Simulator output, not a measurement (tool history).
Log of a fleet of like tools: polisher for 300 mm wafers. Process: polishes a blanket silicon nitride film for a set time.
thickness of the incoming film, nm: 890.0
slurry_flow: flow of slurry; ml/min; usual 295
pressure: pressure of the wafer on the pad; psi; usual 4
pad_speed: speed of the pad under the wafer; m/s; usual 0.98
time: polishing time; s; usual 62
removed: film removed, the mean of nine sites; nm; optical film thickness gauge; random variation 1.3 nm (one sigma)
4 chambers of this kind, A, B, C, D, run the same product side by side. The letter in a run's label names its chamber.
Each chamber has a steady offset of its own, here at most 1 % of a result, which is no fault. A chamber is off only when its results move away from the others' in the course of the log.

| run | hour | slurry_flow | pressure | pad_speed | time | removed |
|---|---|---|---|---|---|---|
| 1C | 7.1 | 295 | 4 | 0.98 | 62 | 104.630 |
|  | 11.5 | chamber B: worn pad replaced by a new one |
| 2A | 13.8 | 295 | 4 | 0.98 | 62 | 104.320 |
| 3B | 21.8 | 295 | 4 | 0.98 | 62 | 103.470 |
|  | 26.1 | chamber D: worn pad replaced by a new one |
| 4D | 27.1 | 295 | 4 | 0.98 | 62 | 103.680 |
| 5B | 31.3 | 295 | 4 | 0.98 | 62 | 106.010 |
|  | 32.0 | chamber A: worn pad replaced by a new one |
| 6C | 37.9 | 295 | 4 | 0.98 | 62 | 102.450 |
| 7D | 47.2 | 295 | 4 | 0.98 | 62 | 101.490 |
| 8A | 55.1 | 295 | 4 | 0.98 | 62 | 104.560 |
| 9D | 59.7 | 295 | 4 | 0.98 | 62 | 101.120 |
| 10C | 65.1 | 295 | 4 | 0.98 | 62 | 104.800 |
|  | 69.2 | chamber D: slurry nozzle cleaned |
| 11A | 69.7 | 255 | 4 | 0.98 | 52 | 86.347 |
| 12B | 75.6 | 255 | 4 | 0.98 | 52 | 84.966 |
| 13B | 84.7 | 255 | 4 | 0.98 | 52 | 87.589 |
| 14A | 93.6 | 255 | 4 | 0.98 | 52 | 84.691 |
|  | 95.7 | chamber C: worn pad replaced by a new one |
| 15D | 102.2 | 295 | 4 | 0.98 | 62 | 104.250 |
| 16C | 109.0 | 295 | 4 | 0.98 | 62 | 104.620 |
| 17C | 113.4 | 295 | 4 | 0.98 | 62 | 102.750 |
| 18A | 118.0 | 295 | 4 | 0.98 | 62 | 104.640 |
|  | 120.0 | chamber A: head pressure recalibrated |
| 19B | 126.8 | 390 | 4 | 0.98 | 62 | 109.400 |
|  | 133.2 | chamber D: worn pad replaced by a new one |
| 20D | 134.4 | 390 | 4 | 0.98 | 62 | 104.840 |
|  | 136.8 | chamber A: worn pad replaced by a new one |
| 21B | 138.9 | 390 | 4 | 0.98 | 62 | 110.160 |
| 22D | 146.9 | 390 | 4 | 0.98 | 62 | 107.410 |
| 23A | 154.2 | 295 | 4 | 0.98 | 62 | 101.870 |
| 24C | 163.0 | 295 | 4 | 0.98 | 62 | 101.070 |
| 25A | 172.2 | 295 | 4 | 0.98 | 62 | 104.050 |
|  | 173.2 | chamber A: slurry nozzle cleaned |
| 26D | 178.3 | 295 | 4 | 0.98 | 62 | 103.090 |
| 27B | 187.6 | 295 | 4 | 0.98 | 62 | 111.540 |
| 28C | 195.1 | 295 | 4 | 0.98 | 62 | 103.300 |
| 29C | 199.9 | 295 | 4 | 0.98 | 62 | 104.320 |
| 30D | 207.5 | 200 | 4 | 1.14 | 62 | 112.900 |
| 31A | 213.2 | 200 | 4 | 1.14 | 62 | 111.340 |

All 4 chambers run these settings next. Forecast each chamber's results:
| 32A | 219.9 | 295 | 4 | 0.98 | 62 | ? |
| 32B | 219.9 | 295 | 4 | 0.98 | 62 | ? |
| 32C | 219.9 | 295 | 4 | 0.98 | 62 | ? |
| 32D | 219.9 | 295 | 4 | 0.98 | 62 | ? |

| run | removed |
|---|---|
| 32A | 106.280 |
| 32B | 112.470 |
| 32C | 103.710 |
| 32D | 101.170 |
